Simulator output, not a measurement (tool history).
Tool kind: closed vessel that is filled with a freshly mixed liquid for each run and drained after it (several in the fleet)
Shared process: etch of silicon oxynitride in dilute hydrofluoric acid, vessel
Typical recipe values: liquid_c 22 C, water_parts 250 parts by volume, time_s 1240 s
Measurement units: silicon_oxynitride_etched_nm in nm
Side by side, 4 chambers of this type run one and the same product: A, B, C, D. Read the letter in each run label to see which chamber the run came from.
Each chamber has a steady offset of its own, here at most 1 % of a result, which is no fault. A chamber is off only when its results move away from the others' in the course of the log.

run	day	liquid_c	water_parts	time_s	read-back film thickness of the silicon oxynitride reference wafer, read on the same gauge (nm)	silicon_oxynitride_etched_nm
1C	0.508	22	250	1240	80.041	19.228
2A	0.938	22	250	1240	80.022	19.124
3D	1.371	22	250	1240	79.985	19.326
4B	2.004	22	250	1240	80.018	19.458
5D	2.596	22	250	1240	80.004	19.306
6C	2.983	22	250	1240	80.008	19.299
7A	3.396	22	250	1240	80.02	19.222
8B	3.933	22	250	1240	80.04	19.58
9C	4.458	22	150	1945	79.981	54.151
10A	4.904	22	150	1945	79.976	52.792
# day 5.204: chamber B: thermometer replaced
11B	5.392	22	150	1945	79.996	54.057
# day 5.725: chamber C: thermometer replaced
12D	5.971	22	150	1945	80.013	54.703
13C	6.3	22	250	1240	79.966	19.377
# day 6.842: chamber A: thermometer replaced
14B	6.85	22	250	1240	79.977	19.598
15A	7.525	22	250	1240	79.972	19.191
16D	8.092	22	250	1240	79.99	19.351
17D	8.642	22	250	1240	79.994	19.293
18C	8.962	22	250	1240	80	19.332
19A	9.396	22	250	1240	80.023	19.148
20B	9.967	22	250	1240	80.008	19.497
21B	10.658	22	250	1240	80	19.458
# day 10.946: chamber D: hydrofluoric acid flow meter replaced
22D	10.988	22	250	1240	80.003	19.4
23A	11.442	22	250	1240	80.009	19.195
24C	11.992	22	250	1240	80.001	19.373
25A	12.538	22	250	1240	80.013	19.275
26C	13	22	250	1240	80.024	19.256
27B	13.375	22	250	1240	80.01	19.498
28D	14.046	22	250	1240	79.984	19.333
29A	14.554	22	250	1240	80.023	19.2
30D	14.896	22	250	1240	80.006	19.431

What goes on in this fleet: one chamber off, a drifting gauge, or nothing beyond the chambers' own small offsets? Name the chamber and the cause, if any.

The fleet is healthy, with each chamber sitting at its usual small offset and no drift in the gauge.

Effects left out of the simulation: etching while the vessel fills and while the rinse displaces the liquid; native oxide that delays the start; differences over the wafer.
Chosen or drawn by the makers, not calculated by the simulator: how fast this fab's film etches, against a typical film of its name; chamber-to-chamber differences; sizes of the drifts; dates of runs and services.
